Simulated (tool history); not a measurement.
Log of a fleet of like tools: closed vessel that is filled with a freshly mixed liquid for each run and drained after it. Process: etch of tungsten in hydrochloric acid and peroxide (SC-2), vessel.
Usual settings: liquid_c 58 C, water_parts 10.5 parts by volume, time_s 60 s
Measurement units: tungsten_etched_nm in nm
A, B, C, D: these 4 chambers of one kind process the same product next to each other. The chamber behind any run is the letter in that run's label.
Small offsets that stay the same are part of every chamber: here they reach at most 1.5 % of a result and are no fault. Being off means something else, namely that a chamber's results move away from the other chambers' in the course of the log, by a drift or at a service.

| run | hour | liquid_c | water_parts | time_s | hours since the thermometer was replaced | hours since the chemicals flow meter was replaced | hours since the drum of peroxide was connected | read-back film thickness of the tungsten reference wafer, read on the same gauge (nm) | tungsten_etched_nm |
|---|---|---|---|---|---|---|---|---|---|
| 1D | 3.5 | 58 | 10.5 | 60 | 526.1 | 410.3 | 742.6 | 70.036 | 16.7050 |
| 2B | 9.1 | 58 | 10.5 | 60 | 2019.5 | 151.0 | 61.1 | 69.990 | 16.7190 |
| 3A | 13.9 | 58 | 10.5 | 60 | 1840.5 | 89.8 | 443.8 | 69.999 | 16.5880 |
| 4C | 18.3 | 58 | 10.5 | 60 | 1388.7 | 406.3 | 671.3 | 70.007 | 16.8180 |
| 5C | 23.9 | 58 | 10.5 | 60 | 1394.3 | 411.9 | 676.9 | 69.984 | 16.7340 |
| 6D | 29.8 | 58 | 10.5 | 60 | 552.4 | 436.6 | 768.9 | 70.034 | 16.5190 |
| 7A | 35.5 | 58 | 10.5 | 60 | 1862.1 | 111.4 | 465.4 | 69.995 | 16.5800 |
| 8B | 41.3 | 58 | 10.5 | 60 | 2051.7 | 183.2 | 93.3 | 70.016 | 16.7920 |
| 9D | 45.6 | 58 | 10.5 | 60 | 568.2 | 452.4 | 784.7 | 70.004 | 16.6400 |
| 10B | 51.2 | 58 | 10.5 | 60 | 2061.6 | 193.1 | 103.2 | 70.008 | 16.7790 |
| 11A | 56.6 | 58 | 10.5 | 60 | 1883.2 | 132.5 | 486.5 | 69.981 | 16.5080 |
| 12C | 61.7 | 58 | 10.5 | 60 | 1432.1 | 449.7 | 714.7 | 69.971 | 16.8760 |
| 13A | 64.8 | 58 | 12.0 | 85 | 1891.4 | 140.7 | 494.7 | 69.994 | 20.8320 |
| 14D | 70.1 | 58 | 12.0 | 85 | 592.7 | 476.9 | 809.2 | 70.021 | 21.2250 |
| 15C | 72.9 | 58 | 12.0 | 85 | 1443.3 | 460.9 | 725.9 | 69.973 | 21.2390 |
| 16B | 76.3 | 58 | 12.0 | 85 | 2086.7 | 218.2 | 128.3 | 70.037 | 21.1180 |
| 17D | 80.0 | 55 | 10.5 | 30 | 602.6 | 486.8 | 819.1 | 70.013 | 6.9396 |
| 18C | 84.8 | 55 | 10.5 | 30 | 1455.2 | 472.8 | 737.8 | 70.043 | 6.9100 |
| 19A | 88.4 | 55 | 10.5 | 30 | 1915.0 | 164.3 | 518.3 | 70.055 | 6.8071 |
| 20B | 91.7 | 55 | 10.5 | 30 | 2102.1 | 233.6 | 143.7 | 69.957 | 6.9707 |
| 21C | 95.0 | 58 | 10.5 | 60 | 1465.4 | 483.0 | 748.0 | 70.039 | 16.7290 |
| 22A | 100.8 | 58 | 10.5 | 60 | 1927.4 | 176.7 | 530.7 | 70.002 | 16.2250 |
| 23D | 104.3 | 58 | 10.5 | 60 | 626.9 | 511.1 | 843.4 | 69.995 | 16.5420 |
| 24B | 107.8 | 58 | 10.5 | 60 | 2118.2 | 249.7 | 159.8 | 69.980 | 16.9790 |
| 25D | 112.0 | 58 | 10.5 | 60 | 634.6 | 518.8 | 851.1 | 70.041 | 16.6300 |
| 26A | 116.8 | 58 | 7.5 | 30 | 1943.4 | 192.7 | 546.7 | 70.046 | 10.6620 |
| 27B | 121.6 | 58 | 7.5 | 30 | 2132.0 | 263.5 | 173.6 | 69.978 | 11.0220 |
| 28C | 124.5 | 58 | 7.5 | 30 | 1494.9 | 512.5 | 777.5 | 69.984 | 11.0320 |
| 29C | 127.4 | 58 | 7.5 | 30 | 1497.8 | 515.4 | 780.4 | 69.994 | 11.2510 |
| 30B | 131.5 | 58 | 10.5 | 60 | 2141.9 | 273.4 | 183.5 | 70.009 | 16.7620 |
| 31A | 135.3 | 58 | 10.5 | 60 | 1961.9 | 211.2 | 565.2 | 70.055 | 16.0330 |
| 32D | 140.1 | 58 | 10.5 | 60 | 662.7 | 546.9 | 879.2 | 69.973 | 16.8220 |
| 33D | 143.7 | 58 | 10.5 | 60 | 666.3 | 550.5 | 882.8 | 69.995 | 16.6390 |
| 34A | 147.4 | 58 | 10.5 | 60 | 1974.0 | 223.3 | 577.3 | 69.985 | 15.6190 |
| 35C | 152.5 | 58 | 10.5 | 60 | 1522.9 | 540.5 | 805.5 | 69.998 | 16.7990 |
| 36B | 157.9 | 58 | 10.5 | 60 | 2168.3 | 299.8 | 209.9 | 69.998 | 16.6890 |
| 37D | 160.7 | 58 | 10.5 | 60 | 683.3 | 567.5 | 899.8 | 69.996 | 16.7240 |
| 38B | 166.0 | 58 | 10.5 | 60 | 2176.4 | 307.9 | 218.0 | 70.046 | 16.7530 |

For the next run the whole fleet of 4 chambers uses the same settings. Give each chamber's results:
| 39A | 170.3 | 58 | 10.5 | 45 |  |  |  |  | ? |
| 39B | 170.3 | 58 | 10.5 | 45 |  |  |  |  | ? |
| 39C | 170.3 | 58 | 10.5 | 45 |  |  |  |  | ? |
| 39D | 170.3 | 58 | 10.5 | 45 |  |  |  |  | ? |

| run | tungsten_etched_nm |
|---|---|
| 39A | 11.5450 |
| 39B | 12.6510 |
| 39C | 12.5420 |
| 39D | 12.6900 |
